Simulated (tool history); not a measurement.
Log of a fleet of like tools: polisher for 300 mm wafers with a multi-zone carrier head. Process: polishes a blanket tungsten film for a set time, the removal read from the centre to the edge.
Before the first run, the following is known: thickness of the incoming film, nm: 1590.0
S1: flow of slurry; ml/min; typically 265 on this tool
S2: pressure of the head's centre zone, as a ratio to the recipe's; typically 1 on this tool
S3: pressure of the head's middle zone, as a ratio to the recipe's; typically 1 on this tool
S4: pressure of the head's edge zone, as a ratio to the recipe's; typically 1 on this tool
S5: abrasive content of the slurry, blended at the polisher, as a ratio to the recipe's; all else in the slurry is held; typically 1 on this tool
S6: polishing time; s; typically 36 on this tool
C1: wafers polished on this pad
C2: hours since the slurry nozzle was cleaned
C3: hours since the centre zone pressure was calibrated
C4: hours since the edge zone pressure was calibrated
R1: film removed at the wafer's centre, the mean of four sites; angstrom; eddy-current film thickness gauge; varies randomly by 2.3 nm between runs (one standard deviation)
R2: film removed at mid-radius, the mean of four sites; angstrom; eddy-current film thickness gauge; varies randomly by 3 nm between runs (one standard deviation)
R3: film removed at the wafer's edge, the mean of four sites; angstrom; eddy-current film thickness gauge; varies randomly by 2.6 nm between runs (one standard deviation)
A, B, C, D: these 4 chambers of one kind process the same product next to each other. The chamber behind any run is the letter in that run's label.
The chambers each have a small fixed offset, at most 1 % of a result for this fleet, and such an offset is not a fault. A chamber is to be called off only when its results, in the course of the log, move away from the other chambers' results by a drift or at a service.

Run 1C, hour 6.6: usual settings; C1 620; C2 327.4; C3 583.9; C4 225.4. Result: R1 2267.7 angstrom, R2 2291.2 angstrom, R3 2262.6 angstrom.
Run 2D, hour 10.1: usual settings; C1 540; C2 205.9; C3 765.2; C4 483.7. Result: R1 2280.9 angstrom, R2 2285.6 angstrom, R3 2302.5 angstrom.
At hour 12.5: chamber A: worn pad replaced by a new one.
Run 3B, hour 16.3: usual settings; C1 1081; C2 394.7; C3 345.2; C4 404. Result: R1 2319.1 angstrom, R2 2323.9 angstrom, R3 2294.9 angstrom.
Run 4A, hour 21.2: usual settings; C1 107; C2 353.4; C3 140.9; C4 510.4. Result: R1 2245.9 angstrom, R2 2316.7 angstrom, R3 2238.4 angstrom.
At hour 22.5: chamber B: edge zone pressure recalibrated.
Run 5A, hour 25.7: usual settings; C1 163; C2 357.9; C3 145.4; C4 514.9. Result: R1 2253.8 angstrom, R2 2317.1 angstrom, R3 2295.1 angstrom.
At hour 25.9: chamber D: worn pad replaced by a new one.
Run 6D, hour 30.3: usual settings but S2 1.1, S3 0.96; C1 55; C2 226.1; C3 785.4; C4 503.9. Result: R1 2541.5 angstrom, R2 2221.8 angstrom, R3 2361.1 angstrom.
Run 7C, hour 37.1: usual settings but S2 1.1, S3 0.96; C1 997; C2 357.9; C3 614.4; C4 255.9. Result: R1 2536.7 angstrom, R2 2198.3 angstrom, R3 2243.8 angstrom.
At hour 42.8: chamber C: worn pad replaced by a new one.
Run 8B, hour 43.7: usual settings but S2 1.1, S3 0.96; C1 1420; C2 422.1; C3 372.6; C4 21.3. Result: R1 2536.7 angstrom, R2 2149.7 angstrom, R3 2313.4 angstrom.
Run 9B, hour 50.3: usual settings but S2 1.1, S3 0.96; C1 1502; C2 428.7; C3 379.2; C4 27.9. Result: R1 2511.7 angstrom, R2 2212.5 angstrom, R3 2332.4 angstrom.
Run 10D, hour 53.7: usual settings; C1 344; C2 249.5; C3 808.8; C4 527.3. Result: R1 2270 angstrom, R2 2300.2 angstrom, R3 2302.6 angstrom.
At hour 54.9: chamber B: worn pad replaced by a new one.
At hour 58.2: chamber A: worn pad replaced by a new one.
Run 11C, hour 60.3: usual settings; C1 216; C2 381.1; C3 637.6; C4 279.1. Result: R1 2287.1 angstrom, R2 2299.2 angstrom, R3 2245.5 angstrom.
Run 12A, hour 66.5: usual settings but S6 25 s; C1 102; C2 398.7; C3 186.2; C4 555.7. Result: R1 1562.7 angstrom, R2 1606.1 angstrom, R3 1602.4 angstrom.
Run 13A, hour 72.6: usual settings but S6 25 s; C1 178; C2 404.8; C3 192.3; C4 561.8. Result: R1 1560.8 angstrom, R2 1595.5 angstrom, R3 1604.1 angstrom.
Run 14C, hour 78.5: usual settings but S6 25 s; C1 442; C2 399.3; C3 655.8; C4 297.3. Result: R1 1568.8 angstrom, R2 1566 angstrom, R3 1569.4 angstrom.
At hour 81.9: chamber D: worn pad replaced by a new one.
Run 15B, hour 83.5: usual settings but S6 25 s; C1 354; C2 461.9; C3 412.4; C4 61.1. Result: R1 1594.9 angstrom, R2 1601.4 angstrom, R3 1605.8 angstrom.
Run 16D, hour 88.9: usual settings but S1 310 ml/min, S2 1.06; C1 87; C2 284.7; C3 844; C4 562.5. Result: R1 2471.8 angstrom, R2 2289.9 angstrom, R3 2313.3 angstrom.
Run 17D, hour 92.5: usual settings but S1 310 ml/min, S2 1.06; C1 132; C2 288.3; C3 847.6; C4 566.1. Result: R1 2445 angstrom, R2 2368 angstrom, R3 2324.3 angstrom.
Run 18C, hour 97.4: usual settings but S1 310 ml/min, S2 1.06; C1 675; C2 418.2; C3 674.7; C4 316.2. Result: R1 2468.2 angstrom, R2 2318.3 angstrom, R3 2339.9 angstrom.
Run 19B, hour 102.7: usual settings but S1 310 ml/min, S2 1.06; C1 591; C2 481.1; C3 431.6; C4 80.3. Result: R1 2450.2 angstrom, R2 2287.8 angstrom, R3 2332.4 angstrom.
Run 20A, hour 108.2: usual settings; C1 618; C2 440.4; C3 227.9; C4 597.4. Result: R1 2257 angstrom, R2 2315.6 angstrom, R3 2301 angstrom.
At hour 111.6: chamber A: worn pad replaced by a new one.
Run 21A, hour 111.7: usual settings; C1 1; C2 443.9; C3 231.4; C4 600.9. Result: R1 2324.5 angstrom, R2 2235.6 angstrom, R3 2279.8 angstrom.
At hour 114.8: chamber B: centre zone pressure recalibrated.
Run 22B, hour 115.4: usual settings; C1 748; C2 493.8; C3 0.6; C4 93. Result: R1 2319.3 angstrom, R2 2245.7 angstrom, R3 2296.7 angstrom.
Run 23D, hour 119.9: usual settings; C1 471; C2 315.7; C3 875; C4 593.5. Result: R1 2268.9 angstrom, R2 2302 angstrom, R3 2334.8 angstrom.
Run 24C, hour 124.6: usual settings; C1 1012; C2 445.4; C3 701.9; C4 343.4. Result: R1 2260.2 angstrom, R2 2283.9 angstrom, R3 2246.3 angstrom.
At hour 126.3: chamber C: edge zone pressure recalibrated.
At hour 127.7: chamber C: worn pad replaced by a new one.
Run 25D, hour 128.1: usual settings; C1 572; C2 323.9; C3 883.2; C4 601.7. Result: R1 2259.9 angstrom, R2 2290.9 angstrom, R3 2288.7 angstrom.
Run 26C, hour 134.2: usual settings; C1 81; C2 455; C3 711.5; C4 7.9. Result: R1 2308.8 angstrom, R2 2302.4 angstrom, R3 2263.8 angstrom.
Run 27B, hour 138.2: usual settings; C1 1031; C2 516.6; C3 23.4; C4 115.8. Result: R1 2246.2 angstrom, R2 2283.4 angstrom, R3 2271.3 angstrom.
Run 28A, hour 142.8: usual settings; C1 386; C2 475; C3 262.5; C4 632. Result: R1 2288.7 angstrom, R2 2266.9 angstrom, R3 2298.7 angstrom.
Run 29A, hour 149.6: usual settings; C1 470; C2 481.8; C3 269.3; C4 638.8. Result: R1 2294.7 angstrom, R2 2316.7 angstrom, R3 2296.5 angstrom.
At hour 151.8: chamber D: worn pad replaced by a new one.
Run 30D, hour 153.4: usual settings; C1 20; C2 349.2; C3 908.5; C4 627. Result: R1 2246 angstrom, R2 2319.1 angstrom, R3 2302.1 angstrom.
Run 31C, hour 157.1: usual settings; C1 364; C2 477.9; C3 734.4; C4 30.8. Result: R1 2274.6 angstrom, R2 2320 angstrom, R3 2294.6 angstrom.

Is one chamber out of step, is the gauge drifting, or do the chambers differ by no more than their own small offsets? For an off chamber, give its letter and the likeliest cause.

The fleet is healthy, with each chamber sitting at its usual small offset and no drift in the gauge.
